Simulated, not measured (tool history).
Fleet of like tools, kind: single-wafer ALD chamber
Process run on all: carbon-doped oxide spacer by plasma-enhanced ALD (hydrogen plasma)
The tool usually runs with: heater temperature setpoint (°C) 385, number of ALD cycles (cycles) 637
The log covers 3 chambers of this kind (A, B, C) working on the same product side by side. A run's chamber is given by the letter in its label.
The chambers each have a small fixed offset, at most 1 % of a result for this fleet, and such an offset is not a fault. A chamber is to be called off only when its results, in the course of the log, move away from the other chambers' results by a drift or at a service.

| run | hour | heater temperature setpoint (°C) | number of ALD cycles (cycles) | hours since the last thermocouple change | read-back reference wafer on the same gauge, thickness_nm | mean film thickness on the monitor wafer (nm) |
|---|---|---|---|---|---|---|
| 1B | 3.6 | 385 | 637 | 1978.1 | 34.812 | 31.815 |
| 2A | 6.9 | 385 | 637 | 378.3 | 34.794 | 31.734 |
| 3C | 11.2 | 385 | 637 | 1008.5 | 34.814 | 31.727 |
| 4C | 14.4 | 385 | 637 | 1011.7 | 34.817 | 31.57 |
| 5B | 18.9 | 385 | 637 | 1993.4 | 34.803 | 31.774 |
| 6A | 21.9 | 375 | 736 | 393.3 | 34.793 | 36.586 |
| 7B | 24.9 | 375 | 736 | 1999.4 | 34.814 | 36.708 |
| 8C | 27.4 | 375 | 736 | 1024.7 | 34.801 | 36.427 |
| 9A | 31.4 | 385 | 637 | 402.8 | 34.794 | 31.84 |
| 10C | 34.4 | 385 | 637 | 1031.7 | 34.818 | 31.654 |
| 11B | 38.4 | 385 | 637 | 2012.9 | 34.802 | 31.87 |
| 12A | 43.4 | 385 | 637 | 414.8 | 34.806 | 31.752 |
| 13C | 47.7 | 385 | 637 | 1045 | 34.779 | 31.495 |
| 14A | 51.9 | 385 | 637 | 423.3 | 34.794 | 31.734 |
| 15B | 56.3 | 385 | 637 | 2030.8 | 34.797 | 31.715 |
| 16C | 60.6 | 385 | 637 | 1057.9 | 34.795 | 31.618 |
| 17A | 63.8 | 385 | 637 | 435.2 | 34.811 | 31.846 |
| 18B | 66.8 | 385 | 516 | 2041.3 | 34.809 | 25.704 |
| 19C | 70 | 385 | 516 | 1067.3 | 34.799 | 25.565 |
| 20A | 73.4 | 385 | 516 | 444.8 | 34.82 | 25.808 |
| 21B | 77.5 | 385 | 637 | 2052 | 34.8 | 31.909 |
| 22A | 79.9 | 385 | 637 | 451.3 | 34.8 | 31.847 |
| 23B | 83.6 | 385 | 637 | 2058.1 | 34.779 | 31.804 |
| 24C | 87.8 | 385 | 637 | 1085.1 | 34.792 | 31.597 |
| 25C | 92.5 | 385 | 637 | 1089.8 | 34.813 | 31.56 |
| 26B | 97.2 | 385 | 637 | 2071.7 | 34.806 | 31.779 |
| 27A | 100.3 | 385 | 637 | 471.7 | 34.81 | 31.678 |
| 28C | 102.9 | 385 | 637 | 1100.2 | 34.792 | 31.476 |
| 29A | 106.3 | 385 | 637 | 477.7 | 34.782 | 31.822 |
| 30B | 108.9 | 385 | 637 | 2083.4 | 34.791 | 31.861 |
| 31A | 111.3 | 385 | 637 | 482.7 | 34.811 | 31.753 |
| 32B | 114.2 | 385 | 637 | 2088.7 | 34.796 | 31.89 |
| 33C | 118.4 | 385 | 637 | 1115.7 | 34.807 | 31.64 |
| 34A | 122.2 | 385 | 637 | 493.6 | 34.794 | 31.842 |
| 35B | 126.7 | 385 | 637 | 2101.2 | 34.801 | 31.826 |

Predict what each chamber gives when all 3 of them run the settings below next.
| 36A | 130.3 | 385 | 637 |  |  | ? |
| 36B | 130.3 | 385 | 637 |  |  | ? |
| 36C | 130.3 | 385 | 637 |  |  | ? |

| run | mean film thickness on the monitor wafer (nm) |
|---|---|
| 36A | 31.685 |
| 36B | 31.726 |
| 36C | 31.561 |

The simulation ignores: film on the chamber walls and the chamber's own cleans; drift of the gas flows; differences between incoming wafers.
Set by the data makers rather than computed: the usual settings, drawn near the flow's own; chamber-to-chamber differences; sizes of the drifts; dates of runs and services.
